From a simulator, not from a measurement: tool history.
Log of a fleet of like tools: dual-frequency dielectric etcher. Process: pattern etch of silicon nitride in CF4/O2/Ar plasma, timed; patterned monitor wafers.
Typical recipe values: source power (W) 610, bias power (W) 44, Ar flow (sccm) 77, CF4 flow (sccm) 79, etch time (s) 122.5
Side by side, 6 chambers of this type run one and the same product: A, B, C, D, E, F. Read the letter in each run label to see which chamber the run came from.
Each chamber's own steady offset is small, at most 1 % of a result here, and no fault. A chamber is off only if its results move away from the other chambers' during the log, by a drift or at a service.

run   hour  source power (W)  bias power (W)  Ar flow (sccm)  CF4 flow (sccm)  etch time (s)  read-back reference wafer on the same gauge, depth_nm  mean etch depth across the wafer (angstrom)
       6.9  -- chamber A: wet clean of the chamber
 1E    6.9               610              44              77               79          122.5                                                 234.03                                       2654.2
       8.4  -- chamber E: wet clean of the chamber
 2A   16.3               610              44              77               79          122.5                                                 234.06                                       2653.0
      23.5  -- chamber B: wet clean of the chamber
 3B   25.5               610              44              77               79          122.5                                                 234.11                                       2656.0
 4D   32.6               610              44              77               79          122.5                                                 234.23                                       2627.6
 5C   41.1               610              44              77               79          122.5                                                 234.28                                       2655.3
 6F   46.5               610              44              77               79          122.5                                                 234.22                                       2671.0
 7F   56.0               610              44              77               79          122.5                                                 234.24                                       2676.1
 8D   63.8               610              54              92               79          122.5                                                 234.27                                       2780.9
 9A   70.2               610              54              92               79          122.5                                                 234.35                                       2802.0
10B   75.7               610              54              92               79          122.5                                                 234.47                                       2792.5
      77.1  -- chamber D: CF4 flow controller replaced
11C   81.5               610              54              92               79          122.5                                                 234.38                                       2811.3
12E   92.8               610              54              92               79          122.5                                                 234.46                                       2803.6
13D  104.2               610              54              92               79          122.5                                                 234.46                                       2777.6
14B  115.0               610              44              77               79          122.5                                                 234.57                                       2658.3
15A  125.6               610              44              77               65          122.5                                                 234.60                                       2587.4
     132.8  -- chamber E: Ar flow controller replaced
16E  133.1               610              44              77               65          122.5                                                 234.62                                       2597.7
17F  140.0               610              44              77               65          122.5                                                 234.59                                       2617.5
18C  148.2               610              44              77               65          122.5                                                 234.70                                       2596.1
19A  158.9               610              44              77               65          122.5                                                 234.79                                       2588.8
20E  169.5               610              44              77               65          122.5                                                 234.77                                       2591.7
21C  176.6               610              44              77               79          122.5                                                 234.84                                       2662.7
22F  187.3               610              44              77               79          122.5                                                 234.79                                       2680.9
23B  197.1               610              44              77               79          122.5                                                 234.86                                       2663.6
24D  203.6               610              44              77               79          122.5                                                 234.94                                       2642.0
25F  212.4               610              44              86               79          101.5                                                 234.99                                       2190.1
26B  222.3               610              44              86               79          101.5                                                 235.00                                       2178.2
27D  228.2               610              44              86               79          101.5                                                 235.07                                       2157.3
     228.9  -- chamber F: wet clean of the chamber
     233.5  -- chamber E: CF4 flow controller replaced
28C  235.9               610              44              86               79          101.5                                                 235.17                                       2183.1
29E  242.7               610              44              86               79          101.5                                                 235.11                                       2175.7
30A  249.7               610              44              86               79          101.5                                                 235.17                                       2171.9
31D  259.1               610              44              77               79          122.5                                                 235.11                                       2649.9
32E  268.0               610              48              77               79          122.5                                                 235.25                                       2740.6
33B  279.2               610              48              77               79          122.5                                                 235.33                                       2747.2
34F  285.0               610              48              77               79          122.5                                                 235.34                                       2769.2
     291.1  -- chamber C: wet clean of the chamber
35A  292.1               610              48              77               79          122.5                                                 235.30                                       2755.9
36C  298.6               610              48              77               79          122.5                                                 235.32                                       2756.2
37C  310.1               610              48              77               79          122.5                                                 235.43                                       2761.2

Next, all 6 chambers run the settings below, one line each with question marks for the results. What does each chamber give?
38A  318.4               610              44              77               79          122.5                                                                                                   ?
38B  318.4               610              44              77               79          122.5                                                                                                   ?
38C  318.4               610              44              77               79          122.5                                                                                                   ?
38D  318.4               610              44              77               79          122.5                                                                                                   ?
38E  318.4               610              44              77               79          122.5                                                                                                   ?
38F  318.4               610              44              77               79          122.5                                                                                                   ?

run  mean etch depth across the wafer (angstrom)
38A                                       2662.2
38B                                       2665.8
38C                                       2677.4
38D                                       2652.0
38E                                       2669.6
38F                                       2684.9
